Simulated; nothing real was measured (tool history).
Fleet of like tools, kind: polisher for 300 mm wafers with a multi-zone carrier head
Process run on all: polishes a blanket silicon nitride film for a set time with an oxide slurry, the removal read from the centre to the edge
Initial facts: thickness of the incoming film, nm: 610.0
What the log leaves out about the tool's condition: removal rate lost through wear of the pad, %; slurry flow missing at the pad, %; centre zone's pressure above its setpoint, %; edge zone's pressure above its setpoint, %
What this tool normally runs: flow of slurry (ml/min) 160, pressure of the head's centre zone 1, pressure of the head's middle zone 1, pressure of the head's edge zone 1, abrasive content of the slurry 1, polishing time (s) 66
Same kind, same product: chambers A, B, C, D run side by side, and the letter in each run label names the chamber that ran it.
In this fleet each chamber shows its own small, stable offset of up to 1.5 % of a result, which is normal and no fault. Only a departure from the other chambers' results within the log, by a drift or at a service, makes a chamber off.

run	hour	flow of slurry (ml/min)	pressure of the head's centre zone	pressure of the head's middle zone	pressure of the head's edge zone	abrasive content of the slurry	polishing time (s)	wafers polished on this pad	hours since the slurry nozzle was cleaned	hours since the centre zone pressure was calibrated	hours since the edge zone pressure was calibrated	film removed at the wafer's centre (angstrom)	film removed at mid-radius (angstrom)	film removed at the wafer's edge (angstrom)
1B	7.8	160	1	1	1	1	66	307	136	228	207.1	419.95	413.18	423.02
# hour 15.3: chamber D: worn pad replaced by a new one
2A	15.7	160	1	1	1	1	66	683	213.1	223.3	734.9	420.27	418.72	423.31
3C	29.4	160	1	1	1	1	66	745	101.8	483.1	71.3	432.44	432.23	428.43
# hour 38.6: chamber C: worn pad replaced by a new one
4D	42.8	160	1	1	1	1	66	251	503.4	894.5	437.8	430.4	422.85	419.53
5A	50.8	160	1	1	1	1	66	1004	248.2	258.4	770	419	420.05	421.78
6B	63.7	160	1	1	1	1	66	818	191.9	283.9	263	421.57	425.36	418.96
# hour 67.6: chamber A: worn pad replaced by a new one
7D	70.1	160	1	1	1	1	66	501	530.7	921.8	465.1	435.74	421.22	419.52
# hour 77.7: chamber B: worn pad replaced by a new one
8C	78.3	160	1	1	1	1	66	363	150.7	532	120.2	424.35	429.68	417.72
9A	88.9	160	1	1	1	1	66	195	286.3	296.5	808.1	415.54	423.66	419.96
10D	95.7	160	1	1	1	1	66	735	556.3	947.4	490.7	430.17	416.34	421.97
# hour 105.1: chamber C: centre zone pressure recalibrated
11B	109.4	160	1	1	1	1	66	290	237.6	329.6	308.7	429.1	418.15	425.09
12C	121	160	1	1	1	1	66	754	193.4	16	162.9	416.97	428.39	418.41
13A	133.9	160	1	1	1	1	66	606	331.3	341.5	853.1	421.78	414.49	432.08
# hour 136.4: chamber C: worn pad replaced by a new one
14D	140.2	160	1	1	1	1	66	1142	600.8	991.9	535.2	424.08	422.16	423.1
# hour 142: chamber D: worn pad replaced by a new one
# hour 149.1: chamber A: slurry nozzle cleaned
15B	150.2	160	1	1	1	1	66	664	278.4	370.4	349.5	426.95	414.86	422.84
16C	156.5	160	1	1	1	1	66	183	228.9	51.5	198.4	416.48	428.96	422.15
17C	163.3	160	1	1	1	1	59	246	235.7	58.3	205.2	382.61	378.8	378.59
# hour 169.5: chamber B: centre zone pressure recalibrated
18D	173	160	1	1	1	1	59	284	633.6	1024.7	568	373.08	378.89	374.31
# hour 178.1: chamber B: slurry nozzle cleaned
# hour 179.2: chamber B: worn pad replaced by a new one
# hour 184.3: chamber A: worn pad replaced by a new one
19B	185.7	160	1	1	1	1	59	59	7.7	16.2	385	378.4	379.53	380.72
# hour 190.2: chamber D: centre zone pressure recalibrated
20A	198.3	160	1	1	1	1	59	128	49.3	405.9	917.5	374.2	378.01	381.17
21D	209.8	160	1	1	1	1	66	620	670.4	19.7	604.8	428.48	411.36	420.54
# hour 211.3: chamber D: edge zone pressure recalibrated
22B	216.6	160	1	1	0.91	1	66	342	38.6	47.1	415.9	415.54	425.75	404.76
# hour 223.3: chamber A: centre zone pressure recalibrated
23C	223.4	160	1	1	0.91	1	66	796	295.8	118.4	265.3	424.87	427.62	399.12
24A	232.4	160	1	1	0.91	1	66	440	83.4	9.2	951.6	426.71	419.36	402.23
25A	243.3	160	1	1	0.91	1	66	540	94.3	20.1	962.5	424.54	422.57	404.9
# hour 244.8: chamber C: worn pad replaced by a new one
26D	252.2	160	1	1	1	1	66	1008	712.8	62.1	40.9	426.07	417.12	423.67
27B	265.4	160	1	1	1	1	66	788	87.4	95.9	464.7	425.97	424.83	420.98
# hour 271.3: chamber D: worn pad replaced by a new one
28C	273.1	140	1	1	1	1	80	259	345.5	168.1	315	494.8	513.03	494.51
# hour 279.6: chamber B: worn pad replaced by a new one
29B	287	140	1	1	1	1	80	67	109	117.5	486.3	490.1	500.38	504.81
30D	293.3	140	1	1	1	1	80	202	753.9	103.2	82	494.26	497.27	496.63
# hour 295.8: chamber D: slurry nozzle cleaned
31A	301.4	140	1	1	1	1	80	1072	152.4	78.2	1020.6	492.31	495.12	496.86
32C	310.7	160	1	1	1	1	66	603	383.1	205.7	352.6	419.94	425.91	412.19
# hour 316.3: chamber A: worn pad replaced by a new one
33B	322.7	160	1	1	1	1	66	394	144.7	153.2	522	421.13	421.46	428.05
34A	330.1	160	1	1	1	1	66	126	181.1	106.9	1049.3	415.71	421.13	421.14
# hour 334.9: chamber C: worn pad replaced by a new one
35D	336.1	160	1	1	1	1	66	593	40.3	146	124.8	426.36	416.42	423.46
36C	346.8	160	1	1	1	1	66	108	419.2	241.8	388.7	420.3	431.14	420.26
37B	358.1	160	1	1	1	1	66	718	180.1	188.6	557.4	417.64	421.8	425.54
38D	371	160	1	1	1	1	66	912	75.2	180.9	159.7	423.2	423.14	425.27
39C	377.3	160	1	1	1	1	66	387	449.7	272.3	419.2	421.36	427.14	423.49
40A	384	160	1	1	1	1	66	619	235	160.8	1103.2	411.8	418.73	414.28
41D	396.2	160	1	1	1	1	66	1143	100.4	206.1	184.9	424.86	420.64	432.32
42A	408	160	1	1	1	1	66	839	259	184.8	1127.2	420.05	418.15	422.8
43C	415.5	160	1	1	1	1	66	737	487.9	310.5	457.4	427.21	432.1	418.28

Decide between three cases: one chamber stands off from its peers, the gauge reading all wafers drifts, or nothing is wrong past each chamber's small offset. Where a chamber is off, say which and what most likely put it there.

No chamber is off and the gauge is stable; the differences are just each chamber's small, constant offset.
